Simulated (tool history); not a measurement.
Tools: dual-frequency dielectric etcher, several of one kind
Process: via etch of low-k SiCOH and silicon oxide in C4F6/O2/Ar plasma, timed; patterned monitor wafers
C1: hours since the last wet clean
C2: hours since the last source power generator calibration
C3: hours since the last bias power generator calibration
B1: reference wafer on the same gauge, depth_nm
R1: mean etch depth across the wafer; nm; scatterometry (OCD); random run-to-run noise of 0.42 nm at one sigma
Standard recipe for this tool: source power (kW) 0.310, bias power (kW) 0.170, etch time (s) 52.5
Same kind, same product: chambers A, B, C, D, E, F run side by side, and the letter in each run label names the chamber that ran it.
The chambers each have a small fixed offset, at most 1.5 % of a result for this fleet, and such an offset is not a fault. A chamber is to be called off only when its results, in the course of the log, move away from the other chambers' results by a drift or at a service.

-- hour=9.3 chamber D: wet clean of the chamber
run 1B hour=12.9 | source_power_(kW)=0.310 bias_power_(kW)=0.170 etch_time_(s)=52.5 | C1=654.7 C2=2080.3 C3=966.0 | B1=148.20 | R1=131.04
run 2A hour=28.2 | source_power_(kW)=0.310 bias_power_(kW)=0.170 etch_time_(s)=52.5 | C1=99.6 C2=2893.3 C3=3592.9 | B1=147.92 | R1=131.31
-- hour=40.1 chamber B: wet clean of the chamber
run 3E hour=40.9 | source_power_(kW)=0.310 bias_power_(kW)=0.170 etch_time_(s)=52.5 | C1=464.7 C2=2582.3 C3=2760.8 | B1=148.01 | R1=128.99
run 4C hour=48.2 | source_power_(kW)=0.310 bias_power_(kW)=0.170 etch_time_(s)=52.5 | C1=190.9 C2=1081.2 C3=3164.6 | B1=148.07 | R1=129.84
-- hour=60.2 chamber A: bias power generator calibrated
run 5D hour=63.3 | source_power_(kW)=0.310 bias_power_(kW)=0.170 etch_time_(s)=52.5 | C1=54.1 C2=2577.4 C3=685.8 | B1=148.10 | R1=131.88
run 6F hour=78.9 | source_power_(kW)=0.310 bias_power_(kW)=0.170 etch_time_(s)=52.5 | C1=164.9 C2=739.9 C3=1952.1 | B1=147.97 | R1=129.37
-- hour=89.4 chamber E: wet clean of the chamber
run 7F hour=91.1 | source_power_(kW)=0.310 bias_power_(kW)=0.170 etch_time_(s)=52.5 | C1=177.1 C2=752.1 C3=1964.3 | B1=148.00 | R1=128.93
run 8E hour=98.8 | source_power_(kW)=0.310 bias_power_(kW)=0.170 etch_time_(s)=52.5 | C1=9.5 C2=2640.2 C3=2818.7 | B1=147.97 | R1=129.82
run 9D hour=111.5 | source_power_(kW)=0.310 bias_power_(kW)=0.170 etch_time_(s)=52.5 | C1=102.3 C2=2625.6 C3=734.0 | B1=148.07 | R1=132.37
-- hour=117.7 chamber F: bias power generator calibrated
run 10B hour=123.1 | source_power_(kW)=0.310 bias_power_(kW)=0.170 etch_time_(s)=52.5 | C1=83.1 C2=2190.5 C3=1076.2 | B1=148.02 | R1=132.11
run 11A hour=133.0 | source_power_(kW)=0.310 bias_power_(kW)=0.170 etch_time_(s)=52.5 | C1=204.4 C2=2998.1 C3=72.8 | B1=148.02 | R1=131.06
run 12C hour=146.1 | source_power_(kW)=0.280 bias_power_(kW)=0.190 etch_time_(s)=52.5 | C1=288.8 C2=1179.1 C3=3262.5 | B1=148.11 | R1=129.90
run 13C hour=160.2 | source_power_(kW)=0.280 bias_power_(kW)=0.190 etch_time_(s)=52.5 | C1=302.9 C2=1193.2 C3=3276.6 | B1=148.01 | R1=129.79
run 14F hour=168.4 | source_power_(kW)=0.280 bias_power_(kW)=0.190 etch_time_(s)=52.5 | C1=254.4 C2=829.4 C3=50.8 | B1=147.97 | R1=128.38
run 15B hour=177.2 | source_power_(kW)=0.280 bias_power_(kW)=0.190 etch_time_(s)=52.5 | C1=137.2 C2=2244.6 C3=1130.3 | B1=148.05 | R1=131.27
run 16E hour=191.5 | source_power_(kW)=0.280 bias_power_(kW)=0.190 etch_time_(s)=52.5 | C1=102.2 C2=2732.9 C3=2911.4 | B1=147.80 | R1=128.86
-- hour=194.1 chamber C: wet clean of the chamber
run 17D hour=205.0 | source_power_(kW)=0.280 bias_power_(kW)=0.190 etch_time_(s)=52.5 | C1=195.8 C2=2719.1 C3=827.5 | B1=148.02 | R1=132.08
run 18A hour=219.7 | source_power_(kW)=0.310 bias_power_(kW)=0.170 etch_time_(s)=52.5 | C1=291.1 C2=3084.8 C3=159.5 | B1=147.93 | R1=130.02
run 19A hour=232.6 | source_power_(kW)=0.310 bias_power_(kW)=0.192 etch_time_(s)=66.0 | C1=304.0 C2=3097.7 C3=172.4 | B1=148.13 | R1=168.72
run 20C hour=248.4 | source_power_(kW)=0.310 bias_power_(kW)=0.192 etch_time_(s)=66.0 | C1=54.4 C2=1281.4 C3=3364.8 | B1=148.06 | R1=169.77
run 21B hour=261.0 | source_power_(kW)=0.310 bias_power_(kW)=0.192 etch_time_(s)=66.0 | C1=221.0 C2=2328.4 C3=1214.1 | B1=148.17 | R1=172.89
run 22E hour=268.2 | source_power_(kW)=0.310 bias_power_(kW)=0.192 etch_time_(s)=66.0 | C1=178.9 C2=2809.6 C3=2988.1 | B1=148.06 | R1=169.69
run 23D hour=281.8 | source_power_(kW)=0.310 bias_power_(kW)=0.192 etch_time_(s)=66.0 | C1=272.6 C2=2795.9 C3=904.3 | B1=147.97 | R1=172.39
run 24F hour=293.3 | source_power_(kW)=0.310 bias_power_(kW)=0.192 etch_time_(s)=66.0 | C1=379.3 C2=954.3 C3=175.7 | B1=147.90 | R1=167.87
run 25D hour=308.9 | source_power_(kW)=0.310 bias_power_(kW)=0.170 etch_time_(s)=52.5 | C1=299.7 C2=2823.0 C3=931.4 | B1=148.04 | R1=131.62
run 26B hour=318.1 | source_power_(kW)=0.310 bias_power_(kW)=0.170 etch_time_(s)=52.5 | C1=278.1 C2=2385.5 C3=1271.2 | B1=147.93 | R1=131.10
run 27C hour=324.9 | source_power_(kW)=0.240 bias_power_(kW)=0.196 etch_time_(s)=52.5 | C1=130.9 C2=1357.9 C3=3441.3 | B1=148.02 | R1=123.12
run 28F hour=338.9 | source_power_(kW)=0.240 bias_power_(kW)=0.196 etch_time_(s)=52.5 | C1=424.9 C2=999.9 C3=221.3 | B1=148.05 | R1=122.27
run 29A hour=353.7 | source_power_(kW)=0.240 bias_power_(kW)=0.196 etch_time_(s)=52.5 | C1=425.1 C2=3218.8 C3=293.5 | B1=147.97 | R1=120.91
-- hour=356.4 chamber D: wet clean of the chamber
-- hour=359.8 chamber F: wet clean of the chamber
run 30E hour=366.4 | source_power_(kW)=0.240 bias_power_(kW)=0.196 etch_time_(s)=52.5 | C1=277.1 C2=2907.8 C3=3086.3 | B1=148.00 | R1=122.61
run 31C hour=374.1 | source_power_(kW)=0.240 bias_power_(kW)=0.196 etch_time_(s)=52.5 | C1=180.1 C2=1407.1 C3=3490.5 | B1=147.97 | R1=123.43
run 32E hour=384.6 | source_power_(kW)=0.240 bias_power_(kW)=0.196 etch_time_(s)=52.5 | C1=295.3 C2=2926.0 C3=3104.5 | B1=148.03 | R1=122.86
run 33F hour=395.3 | source_power_(kW)=0.260 bias_power_(kW)=0.198 etch_time_(s)=52.5 | C1=35.5 C2=1056.3 C3=277.7 | B1=148.02 | R1=126.81
run 34A hour=404.5 | source_power_(kW)=0.260 bias_power_(kW)=0.198 etch_time_(s)=52.5 | C1=475.9 C2=3269.6 C3=344.3 | B1=147.98 | R1=124.15
run 35B hour=420.3 | source_power_(kW)=0.260 bias_power_(kW)=0.198 etch_time_(s)=52.5 | C1=380.3 C2=2487.7 C3=1373.4 | B1=148.02 | R1=129.54
run 36D hour=432.4 | source_power_(kW)=0.260 bias_power_(kW)=0.198 etch_time_(s)=52.5 | C1=76.1 C2=2946.5 C3=1054.9 | B1=148.03 | R1=129.71
run 37D hour=442.1 | source_power_(kW)=0.260 bias_power_(kW)=0.198 etch_time_(s)=52.5 | C1=85.8 C2=2956.2 C3=1064.6 | B1=148.02 | R1=128.87
run 38B hour=451.3 | source_power_(kW)=0.260 bias_power_(kW)=0.198 etch_time_(s)=52.5 | C1=411.3 C2=2518.7 C3=1404.4 | B1=147.92 | R1=128.47

Predict what each chamber gives when all 6 of them run the settings below next.
run 39A hour=462.8 | source_power_(kW)=0.310 bias_power_(kW)=0.170 etch_time_(s)=47.5 | R1=?
run 39B hour=462.8 | source_power_(kW)=0.310 bias_power_(kW)=0.170 etch_time_(s)=47.5 | R1=?
run 39C hour=462.8 | source_power_(kW)=0.310 bias_power_(kW)=0.170 etch_time_(s)=47.5 | R1=?
run 39D hour=462.8 | source_power_(kW)=0.310 bias_power_(kW)=0.170 etch_time_(s)=47.5 | R1=?
run 39E hour=462.8 | source_power_(kW)=0.310 bias_power_(kW)=0.170 etch_time_(s)=47.5 | R1=?
run 39F hour=462.8 | source_power_(kW)=0.310 bias_power_(kW)=0.170 etch_time_(s)=47.5 | R1=?

run=39A R1=112.94
run=39B R1=118.98
run=39C R1=118.72
run=39D R1=118.99
run=39E R1=117.40
run=39F R1=116.54
